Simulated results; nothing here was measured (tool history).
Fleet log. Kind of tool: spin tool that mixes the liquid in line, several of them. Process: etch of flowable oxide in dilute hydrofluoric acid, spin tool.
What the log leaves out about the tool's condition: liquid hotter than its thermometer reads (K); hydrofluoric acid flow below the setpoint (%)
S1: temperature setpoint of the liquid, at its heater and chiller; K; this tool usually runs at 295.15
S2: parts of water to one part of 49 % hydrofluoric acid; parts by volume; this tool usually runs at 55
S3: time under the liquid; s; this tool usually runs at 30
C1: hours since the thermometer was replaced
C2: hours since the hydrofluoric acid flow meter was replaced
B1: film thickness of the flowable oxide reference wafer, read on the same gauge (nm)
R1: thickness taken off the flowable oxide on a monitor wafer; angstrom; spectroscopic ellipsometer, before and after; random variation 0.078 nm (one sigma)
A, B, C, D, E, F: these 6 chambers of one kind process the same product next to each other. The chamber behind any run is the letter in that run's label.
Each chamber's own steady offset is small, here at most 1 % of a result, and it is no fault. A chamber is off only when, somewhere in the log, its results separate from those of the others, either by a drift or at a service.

| run | hour | S1 | S2 | S3 | C1 | C2 | B1 | R1 |
|---|---|---|---|---|---|---|---|---|
| 1E | 11.6 | 295.15 | 55 | 30 | 361.9 | 513.2 | 129.98 | 143.81 |
| 2B | 19.4 | 295.15 | 55 | 30 | 1474.9 | 198.7 | 130.00 | 145.39 |
| 3C | 31.3 | 295.15 | 55 | 30 | 957.7 | 138.0 | 129.99 | 143.55 |
| 4A | 39.7 | 295.15 | 55 | 30 | 3014.8 | 1109.2 | 129.99 | 145.71 |
| 5D | 50.7 | 295.15 | 55 | 30 | 888.2 | 391.0 | 130.00 | 145.88 |
| 6F | 61.2 | 295.15 | 55 | 30 | 2983.1 | 335.2 | 130.01 | 145.10 |
| 7C | 70.2 | 295.15 | 55 | 30 | 996.6 | 176.9 | 129.99 | 143.36 |
| 8B | 76.8 | 299.15 | 55 | 40 | 1532.3 | 256.1 | 130.00 | 227.11 |
| 9A | 87.6 | 299.15 | 55 | 40 | 3062.7 | 1157.1 | 129.97 | 229.96 |
| 10E | 102.0 | 299.15 | 55 | 40 | 452.3 | 603.6 | 129.99 | 226.60 |
| 11F | 113.8 | 299.15 | 55 | 40 | 3035.7 | 387.8 | 129.99 | 229.79 |
| 12D | 120.4 | 299.15 | 55 | 40 | 957.9 | 460.7 | 130.01 | 227.10 |
| 13F | 127.1 | 299.15 | 55 | 40 | 3049.0 | 401.1 | 130.01 | 228.81 |
| 14B | 136.9 | 295.15 | 55 | 30 | 1592.4 | 316.2 | 130.01 | 144.72 |
| 15D | 146.7 | 295.15 | 40 | 30 | 984.2 | 487.0 | 129.99 | 202.56 |
| 16A | 154.6 | 295.15 | 40 | 30 | 3129.7 | 1224.1 | 130.00 | 205.79 |
|  | 156.8 | chamber F: thermometer replaced |
|  | 160.7 | chamber B: thermometer replaced |
| 17C | 168.6 | 295.15 | 40 | 30 | 1095.0 | 275.3 | 130.00 | 199.38 |
| 18E | 176.5 | 295.15 | 40 | 30 | 526.8 | 678.1 | 130.00 | 202.01 |
| 19D | 184.1 | 295.15 | 40 | 30 | 1021.6 | 524.4 | 129.99 | 200.62 |
| 20E | 196.9 | 295.15 | 40 | 30 | 547.2 | 698.5 | 130.00 | 199.30 |
| 21F | 204.4 | 295.15 | 75 | 30 | 47.6 | 478.4 | 130.00 | 103.20 |
| 22A | 213.0 | 295.15 | 75 | 30 | 3188.1 | 1282.5 | 130.00 | 103.69 |
| 23C | 220.1 | 295.15 | 75 | 30 | 1146.5 | 326.8 | 130.02 | 102.93 |
| 24B | 233.7 | 295.15 | 75 | 30 | 73.0 | 413.0 | 129.97 | 102.84 |
| 25C | 245.0 | 295.15 | 75 | 30 | 1171.4 | 351.7 | 129.99 | 101.75 |
| 26B | 253.2 | 295.15 | 75 | 30 | 92.5 | 432.5 | 129.99 | 104.29 |
| 27F | 264.7 | 295.15 | 55 | 30 | 107.9 | 538.7 | 130.02 | 141.85 |
| 28D | 276.9 | 295.15 | 55 | 30 | 1114.4 | 617.2 | 130.02 | 145.47 |
|  | 288.9 | chamber A: thermometer replaced |
| 29E | 289.9 | 295.15 | 30 | 30 | 640.2 | 791.5 | 130.01 | 268.80 |
| 30A | 300.2 | 295.15 | 30 | 30 | 11.4 | 1369.7 | 130.01 | 276.03 |
| 31F | 310.1 | 295.15 | 30 | 30 | 153.3 | 584.1 | 129.99 | 262.87 |
| 32C | 323.7 | 295.15 | 30 | 30 | 1250.1 | 430.4 | 129.98 | 271.11 |
| 33D | 330.5 | 295.15 | 30 | 30 | 1168.0 | 670.8 | 130.00 | 272.37 |
| 34B | 338.2 | 295.15 | 30 | 30 | 177.5 | 517.5 | 130.01 | 270.22 |
| 35A | 346.2 | 295.15 | 40 | 45 | 57.4 | 1415.7 | 130.01 | 310.13 |
| 36E | 361.0 | 295.15 | 40 | 45 | 711.3 | 862.6 | 130.01 | 300.45 |
| 37A | 373.2 | 295.15 | 40 | 45 | 84.4 | 1442.7 | 130.02 | 303.06 |
| 38D | 386.0 | 295.15 | 40 | 45 | 1223.5 | 726.3 | 130.02 | 302.20 |
| 39F | 399.9 | 295.15 | 40 | 45 | 243.1 | 673.9 | 130.02 | 287.32 |
| 40B | 410.1 | 295.15 | 40 | 45 | 249.4 | 589.4 | 129.98 | 301.02 |
|  | 413.8 | chamber D: thermometer replaced |
| 41C | 420.9 | 295.15 | 55 | 30 | 1347.3 | 527.6 | 130.00 | 144.06 |
| 42E | 429.0 | 295.15 | 55 | 30 | 779.3 | 930.6 | 129.99 | 144.51 |
| 43D | 440.3 | 299.65 | 55 | 35 | 26.6 | 780.6 | 129.99 | 203.05 |

Each of the 6 chambers runs these same settings next. Fill in every chamber's results:
| 44A | 451.0 | 295.15 | 55 | 30 |  |  |  | ? |
| 44B | 451.0 | 295.15 | 55 | 30 |  |  |  | ? |
| 44C | 451.0 | 295.15 | 55 | 30 |  |  |  | ? |
| 44D | 451.0 | 295.15 | 55 | 30 |  |  |  | ? |
| 44E | 451.0 | 295.15 | 55 | 30 |  |  |  | ? |
| 44F | 451.0 | 295.15 | 55 | 30 |  |  |  | ? |

| run | R1 |
|---|---|
| 44A | 144.87 |
| 44B | 143.97 |
| 44C | 143.60 |
| 44D | 143.90 |
| 44E | 144.43 |
| 44F | 134.78 |
